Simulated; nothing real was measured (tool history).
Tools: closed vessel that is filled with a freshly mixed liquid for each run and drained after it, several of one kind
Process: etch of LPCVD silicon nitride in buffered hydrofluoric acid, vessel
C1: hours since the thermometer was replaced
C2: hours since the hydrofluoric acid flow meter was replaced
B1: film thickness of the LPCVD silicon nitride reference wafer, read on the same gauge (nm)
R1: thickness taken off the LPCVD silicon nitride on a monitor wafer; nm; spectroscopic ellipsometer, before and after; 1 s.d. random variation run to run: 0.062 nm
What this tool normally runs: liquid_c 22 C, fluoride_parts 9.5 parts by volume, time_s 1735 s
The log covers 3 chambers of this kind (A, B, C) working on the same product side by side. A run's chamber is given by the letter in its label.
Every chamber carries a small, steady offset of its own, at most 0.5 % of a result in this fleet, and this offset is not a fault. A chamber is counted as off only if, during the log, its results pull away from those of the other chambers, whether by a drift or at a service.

Run 1C, hour 6.8: usual settings; C1 399.4; C2 865.3; B1 70.001. Result: R1 20.701 nm.
Run 2B, hour 17.1: usual settings; C1 1788; C2 61.5; B1 69.998. Result: R1 20.722 nm.
Run 3A, hour 23.8: usual settings; C1 147.4; C2 431.7; B1 70.012. Result: R1 20.706 nm.
Run 4C, hour 34.2: usual settings; C1 426.8; C2 892.7; B1 69.952. Result: R1 20.835 nm.
Run 5B, hour 42.8: usual settings; C1 1813.7; C2 87.2; B1 69.995. Result: R1 20.672 nm.
Run 6A, hour 50.9: usual settings; C1 174.5; C2 458.8; B1 69.968. Result: R1 20.823 nm.
Run 7B, hour 61.5: usual settings; C1 1832.4; C2 105.9; B1 69.998. Result: R1 20.769 nm.
Run 8A, hour 73.9: usual settings but fluoride_parts 7.5 parts by volume; C1 197.5; C2 481.8; B1 70.005. Result: R1 26.109 nm.
Run 9C, hour 86.9: usual settings but fluoride_parts 7.5 parts by volume; C1 479.5; C2 945.4; B1 70.005. Result: R1 26.076 nm.
Run 10B, hour 92.9: usual settings but fluoride_parts 7.5 parts by volume; C1 1863.8; C2 137.3; B1 70.007. Result: R1 26.379 nm.
Run 11C, hour 99.8: usual settings; C1 492.4; C2 958.3; B1 69.988. Result: R1 20.744 nm.
Run 12A, hour 111.7: usual settings; C1 235.3; C2 519.6; B1 69.994. Result: R1 20.88 nm.
Run 13A, hour 120: usual settings; C1 243.6; C2 527.9; B1 70.008. Result: R1 20.881 nm.
Run 14B, hour 133: usual settings; C1 1903.9; C2 177.4; B1 69.983. Result: R1 20.643 nm.
Run 15C, hour 145.2: usual settings but fluoride_parts 12 parts by volume; C1 537.8; C2 1003.7; B1 69.984. Result: R1 16.857 nm.
Run 16B, hour 153.6: usual settings but fluoride_parts 12 parts by volume; C1 1924.5; C2 198; B1 70.01. Result: R1 16.815 nm.
Run 17C, hour 160.2: usual settings but fluoride_parts 12 parts by volume; C1 552.8; C2 1018.7; B1 70.005. Result: R1 16.927 nm.
Run 18A, hour 166.1: usual settings but liquid_c 19 C; C1 289.7; C2 574; B1 70.025. Result: R1 17.613 nm.
Run 19A, hour 177.3: usual settings but liquid_c 19 C; C1 300.9; C2 585.2; B1 69.995. Result: R1 17.709 nm.
Run 20B, hour 185.2: usual settings but liquid_c 19 C; C1 1956.1; C2 229.6; B1 70.023. Result: R1 17.6 nm.
Run 21C, hour 191.2: usual settings; C1 583.8; C2 1049.7; B1 69.963. Result: R1 20.805 nm.
Run 22A, hour 198.8: usual settings; C1 322.4; C2 606.7; B1 69.973. Result: R1 20.91 nm.
Run 23C, hour 207.8: usual settings; C1 600.4; C2 1066.3; B1 69.982. Result: R1 20.853 nm.
Run 24B, hour 221.3: usual settings; C1 1992.2; C2 265.7; B1 70.02. Result: R1 20.687 nm.
At hour 225.7: chamber C: hydrofluoric acid flow meter replaced.
Run 25A, hour 228.7: usual settings; C1 352.3; C2 636.6; B1 69.99. Result: R1 20.975 nm.
At hour 233: chamber B: thermometer replaced.
Run 26C, hour 241.3: usual settings; C1 633.9; C2 15.7; B1 70.03. Result: R1 20.611 nm.
Run 27B, hour 250.4: usual settings; C1 17.4; C2 294.8; B1 69.976. Result: R1 20.773 nm.
Run 28C, hour 260: usual settings; C1 652.6; C2 34.4; B1 69.99. Result: R1 20.715 nm.
Run 29A, hour 269.1: usual settings; C1 392.7; C2 677; B1 69.978. Result: R1 20.982 nm.
Run 30B, hour 282.4: usual settings; C1 49.4; C2 326.8; B1 70.003. Result: R1 20.658 nm.
Run 31B, hour 290.8: usual settings; C1 57.8; C2 335.2; B1 70.002. Result: R1 20.638 nm.
Run 32C, hour 303.3: usual settings; C1 695.9; C2 77.7; B1 69.986. Result: R1 20.709 nm.

All chambers now run identical settings, listed one chamber a line with results as question marks. What results will each chamber show?
Run 33A, hour 313: usual settings. Result: R1 ?.
Run 33B, hour 313: usual settings. Result: R1 ?.
Run 33C, hour 313: usual settings. Result: R1 ?.

run      R1
33A  20.991
33B  20.565
33C  20.686

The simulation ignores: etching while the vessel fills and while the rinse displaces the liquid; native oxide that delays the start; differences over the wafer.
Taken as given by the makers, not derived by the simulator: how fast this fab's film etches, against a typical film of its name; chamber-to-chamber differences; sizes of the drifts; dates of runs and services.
